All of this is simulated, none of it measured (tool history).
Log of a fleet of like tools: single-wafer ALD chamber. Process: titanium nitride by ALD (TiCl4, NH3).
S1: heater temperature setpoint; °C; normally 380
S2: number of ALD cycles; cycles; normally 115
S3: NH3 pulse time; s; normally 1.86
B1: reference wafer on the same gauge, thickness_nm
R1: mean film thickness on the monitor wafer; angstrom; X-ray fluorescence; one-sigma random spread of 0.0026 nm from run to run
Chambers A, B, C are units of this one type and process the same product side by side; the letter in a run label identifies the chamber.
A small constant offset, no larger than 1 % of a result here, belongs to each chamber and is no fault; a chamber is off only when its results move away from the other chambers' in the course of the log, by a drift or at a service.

run 1C hour=6.9 | S1=380 S2=115 S3=1.86 | B1=2.9698 | R1=24.697
-- hour=15.3 chamber C: thermocouple changed; heater temperature recalibrated
run 2B hour=19.7 | S1=380 S2=115 S3=1.86 | B1=2.9709 | R1=25.052
run 3A hour=34.6 | S1=380 S2=115 S3=1.86 | B1=2.9718 | R1=24.772
run 4B hour=44.8 | S1=380 S2=115 S3=1.86 | B1=2.9729 | R1=25.025
run 5A hour=59.1 | S1=380 S2=115 S3=1.86 | B1=2.9734 | R1=24.863
run 6C hour=74.5 | S1=380 S2=115 S3=1.86 | B1=2.9734 | R1=24.771
run 7A hour=89.8 | S1=388 S2=115 S3=1.86 | B1=2.9737 | R1=24.999
run 8C hour=97.9 | S1=388 S2=115 S3=1.86 | B1=2.975 | R1=24.981
run 9B hour=109.4 | S1=388 S2=115 S3=1.86 | B1=2.9755 | R1=25.326
run 10A hour=121 | S1=380 S2=115 S3=1.86 | B1=2.9754 | R1=24.868
run 11C hour=136 | S1=380 S2=115 S3=1.86 | B1=2.9755 | R1=24.806
run 12B hour=145.2 | S1=380 S2=115 S3=1.86 | B1=2.9776 | R1=25.063
run 13C hour=155.2 | S1=380 S2=115 S3=1.86 | B1=2.9772 | R1=24.792
run 14A hour=167.3 | S1=380 S2=115 S3=1.86 | B1=2.978 | R1=24.828
run 15B hour=182.3 | S1=395 S2=115 S3=1.39 | B1=2.979 | R1=25.135
run 16C hour=194.5 | S1=395 S2=115 S3=1.39 | B1=2.9796 | R1=24.856
run 17B hour=204 | S1=395 S2=115 S3=1.39 | B1=2.9796 | R1=25.124
run 18A hour=216.8 | S1=380 S2=115 S3=1.86 | B1=2.9803 | R1=24.878
run 19C hour=225.6 | S1=380 S2=115 S3=1.86 | B1=2.9815 | R1=24.833
run 20A hour=240 | S1=380 S2=115 S3=1.86 | B1=2.9818 | R1=24.885
run 21B hour=251.8 | S1=380 S2=115 S3=1.86 | B1=2.9822 | R1=25.145

For the next run the whole fleet of 3 chambers uses the same settings. Give each chamber's results:
run 22A hour=262.9 | S1=380 S2=115 S3=2.1 | R1=?
run 22B hour=262.9 | S1=380 S2=115 S3=2.1 | R1=?
run 22C hour=262.9 | S1=380 S2=115 S3=2.1 | R1=?

run=22A R1=25.078
run=22B R1=25.362
run=22C R1=25.021
